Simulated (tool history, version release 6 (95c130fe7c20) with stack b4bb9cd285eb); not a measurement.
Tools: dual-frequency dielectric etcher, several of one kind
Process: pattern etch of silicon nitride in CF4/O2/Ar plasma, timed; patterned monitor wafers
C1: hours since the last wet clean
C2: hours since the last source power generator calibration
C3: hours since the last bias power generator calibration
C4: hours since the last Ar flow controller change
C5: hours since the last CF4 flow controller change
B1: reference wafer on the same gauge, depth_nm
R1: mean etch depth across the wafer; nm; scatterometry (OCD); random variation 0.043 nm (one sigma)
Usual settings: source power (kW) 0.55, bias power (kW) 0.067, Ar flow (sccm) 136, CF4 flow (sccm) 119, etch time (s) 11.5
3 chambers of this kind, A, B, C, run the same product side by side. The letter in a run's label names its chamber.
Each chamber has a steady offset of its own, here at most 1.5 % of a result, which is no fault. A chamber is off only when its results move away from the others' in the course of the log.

Run 1B, hour 10.3: usual settings; C1 87.5; C2 3848.3; C3 907; C4 890.2; C5 2051.1; B1 23.404. Result: R1 25.954 nm.
Run 2C, hour 16.5: usual settings; C1 22.1; C2 1655.3; C3 3250.3; C4 1754.6; C5 491; B1 23.394. Result: R1 26.024 nm.
Run 3A, hour 26.6: usual settings; C1 271.9; C2 2014.9; C3 719.3; C4 3285.2; C5 4734.8; B1 23.385. Result: R1 26.44 nm.
Run 4A, hour 38: usual settings; C1 283.3; C2 2026.3; C3 730.7; C4 3296.6; C5 4746.2; B1 23.387. Result: R1 26.393 nm.
Run 5B, hour 44.2: usual settings; C1 121.4; C2 3882.2; C3 940.9; C4 924.1; C5 2085; B1 23.387. Result: R1 25.933 nm.
At hour 49.5: chamber A: source power generator calibrated.
Run 6C, hour 54.1: usual settings; C1 59.7; C2 1692.9; C3 3287.9; C4 1792.2; C5 528.6; B1 23.382. Result: R1 25.999 nm.
Run 7C, hour 64.2: usual settings; C1 69.8; C2 1703; C3 3298; C4 1802.3; C5 538.7; B1 23.38. Result: R1 26.06 nm.
Run 8B, hour 74.3: usual settings but bias power (kW) 0.057, CF4 flow (sccm) 106; C1 151.5; C2 3912.3; C3 971; C4 954.2; C5 2115.1; B1 23.377. Result: R1 24.04 nm.
At hour 75.8: chamber C: source power generator calibrated.
Run 9A, hour 86.4: usual settings but bias power (kW) 0.057, CF4 flow (sccm) 106; C1 331.7; C2 37; C3 779.1; C4 3345; C5 4794.6; B1 23.368. Result: R1 24.408 nm.
Run 10B, hour 91.9: usual settings but bias power (kW) 0.057, CF4 flow (sccm) 106; C1 169.1; C2 3929.9; C3 988.6; C4 971.8; C5 2132.7; B1 23.357. Result: R1 24.045 nm.
Run 11A, hour 97.2: usual settings; C1 342.5; C2 47.8; C3 789.9; C4 3355.8; C5 4805.4; B1 23.367. Result: R1 26.435 nm.
Run 12C, hour 103: usual settings; C1 108.6; C2 27.2; C3 3336.8; C4 1841.1; C5 577.5; B1 23.354. Result: R1 25.997 nm.
Run 13C, hour 110.4: usual settings; C1 116; C2 34.6; C3 3344.2; C4 1848.5; C5 584.9; B1 23.356. Result: R1 25.991 nm.
Run 14A, hour 119.7: usual settings; C1 365; C2 70.3; C3 812.4; C4 3378.3; C5 4827.9; B1 23.347. Result: R1 26.276 nm.
Run 15B, hour 129.5: usual settings; C1 206.7; C2 3967.5; C3 1026.2; C4 1009.4; C5 2170.3; B1 23.343. Result: R1 25.994 nm.
Run 16B, hour 139.5: usual settings; C1 216.7; C2 3977.5; C3 1036.2; C4 1019.4; C5 2180.3; B1 23.334. Result: R1 25.892 nm.
Run 17C, hour 150.1: usual settings; C1 155.7; C2 74.3; C3 3383.9; C4 1888.2; C5 624.6; B1 23.345. Result: R1 25.99 nm.
Run 18A, hour 161.2: usual settings; C1 406.5; C2 111.8; C3 853.9; C4 3419.8; C5 4869.4; B1 23.343. Result: R1 26.233 nm.
At hour 166.9: chamber A: wet clean of the chamber.
Run 19B, hour 173.1: usual settings; C1 250.3; C2 4011.1; C3 1069.8; C4 1053; C5 2213.9; B1 23.336. Result: R1 25.937 nm.
Run 20A, hour 184: usual settings; C1 17.2; C2 134.6; C3 876.7; C4 3442.6; C5 4892.2; B1 23.335. Result: R1 26.268 nm.
Run 21C, hour 193.3: usual settings; C1 198.9; C2 117.5; C3 3427.1; C4 1931.4; C5 667.8; B1 23.327. Result: R1 25.969 nm.
At hour 195.4: chamber C: bias power generator calibrated.
At hour 197.3: chamber B: CF4 flow controller replaced.
Run 22C, hour 202.5: usual settings; C1 208.1; C2 126.7; C3 7.2; C4 1940.6; C5 677; B1 23.327. Result: R1 25.954 nm.
Run 23A, hour 208.2: usual settings; C1 41.4; C2 158.8; C3 900.9; C4 3466.8; C5 4916.4; B1 23.32. Result: R1 26.344 nm.
Run 24B, hour 219: usual settings; C1 296.2; C2 4057; C3 1115.7; C4 1098.9; C5 21.8; B1 23.308. Result: R1 25.939 nm.
Run 25A, hour 229.6: usual settings; C1 62.8; C2 180.2; C3 922.3; C4 3488.2; C5 4937.8; B1 23.316. Result: R1 26.333 nm.
Run 26C, hour 239.2: usual settings; C1 244.8; C2 163.4; C3 43.9; C4 1977.3; C5 713.7; B1 23.301. Result: R1 25.915 nm.
Run 27B, hour 251.2: usual settings; C1 328.4; C2 4089.2; C3 1147.9; C4 1131.1; C5 54; B1 23.295. Result: R1 25.94 nm.
Run 28C, hour 263: usual settings; C1 268.6; C2 187.2; C3 67.7; C4 2001.1; C5 737.5; B1 23.289. Result: R1 25.987 nm.
Run 29A, hour 273.2: usual settings; C1 106.4; C2 223.8; C3 965.9; C4 3531.8; C5 4981.4; B1 23.299. Result: R1 26.313 nm.
Run 30B, hour 283.7: usual settings; C1 360.9; C2 4121.7; C3 1180.4; C4 1163.6; C5 86.5; B1 23.294. Result: R1 25.89 nm.
Run 31C, hour 290.6: usual settings; C1 296.2; C2 214.8; C3 95.3; C4 2028.7; C5 765.1; B1 23.286. Result: R1 25.959 nm.
Run 32A, hour 295.8: usual settings; C1 129; C2 246.4; C3 988.5; C4 3554.4; C5 5004; B1 23.278. Result: R1 26.253 nm.
Run 33B, hour 302: usual settings; C1 379.2; C2 4140; C3 1198.7; C4 1181.9; C5 104.8; B1 23.286. Result: R1 25.823 nm.
Run 34A, hour 311.6: usual settings but source power (kW) 0.42, etch time (s) 15; C1 144.8; C2 262.2; C3 1004.3; C4 3570.2; C5 5019.8; B1 23.272. Result: R1 27.153 nm.
Run 35B, hour 323.4: usual settings but source power (kW) 0.42, etch time (s) 15; C1 400.6; C2 4161.4; C3 1220.1; C4 1203.3; C5 126.2; B1 23.268. Result: R1 26.725 nm.
Run 36C, hour 332.2: usual settings but source power (kW) 0.42, etch time (s) 15; C1 337.8; C2 256.4; C3 136.9; C4 2070.3; C5 806.7; B1 23.262. Result: R1 26.89 nm.
Run 37A, hour 343.9: usual settings; C1 177.1; C2 294.5; C3 1036.6; C4 3602.5; C5 5052.1; B1 23.254. Result: R1 26.204 nm.
At hour 348.6: chamber B: wet clean of the chamber.
Run 38B, hour 352.1: usual settings but bias power (kW) 0.053, Ar flow (sccm) 162; C1 3.6; C2 4190.1; C3 1248.8; C4 1232; C5 154.9; B1 23.257. Result: R1 23.138 nm.
Run 39C, hour 358: usual settings but bias power (kW) 0.053, Ar flow (sccm) 162; C1 363.6; C2 282.2; C3 162.7; C4 2096.1; C5 832.5; B1 23.252. Result: R1 23.145 nm.
Run 40A, hour 363.4: usual settings but bias power (kW) 0.053, Ar flow (sccm) 162; C1 196.6; C2 314; C3 1056.1; C4 3622; C5 5071.6; B1 23.257. Result: R1 23.376 nm.
Run 41B, hour 374: usual settings; C1 25.5; C2 4212; C3 1270.7; C4 1253.9; C5 176.8; B1 23.246. Result: R1 25.808 nm.
Run 42C, hour 386: usual settings; C1 391.6; C2 310.2; C3 190.7; C4 2124.1; C5 860.5; B1 23.235. Result: R1 25.904 nm.

What goes on in this fleet: one chamber off, a drifting gauge, or nothing beyond the chambers' own small offsets? Name the chamber and the cause, if any.

The gauge drifts, so all chambers seem to drift together. No chamber is off.
Cause: gauge reads low (%) = 0.678.
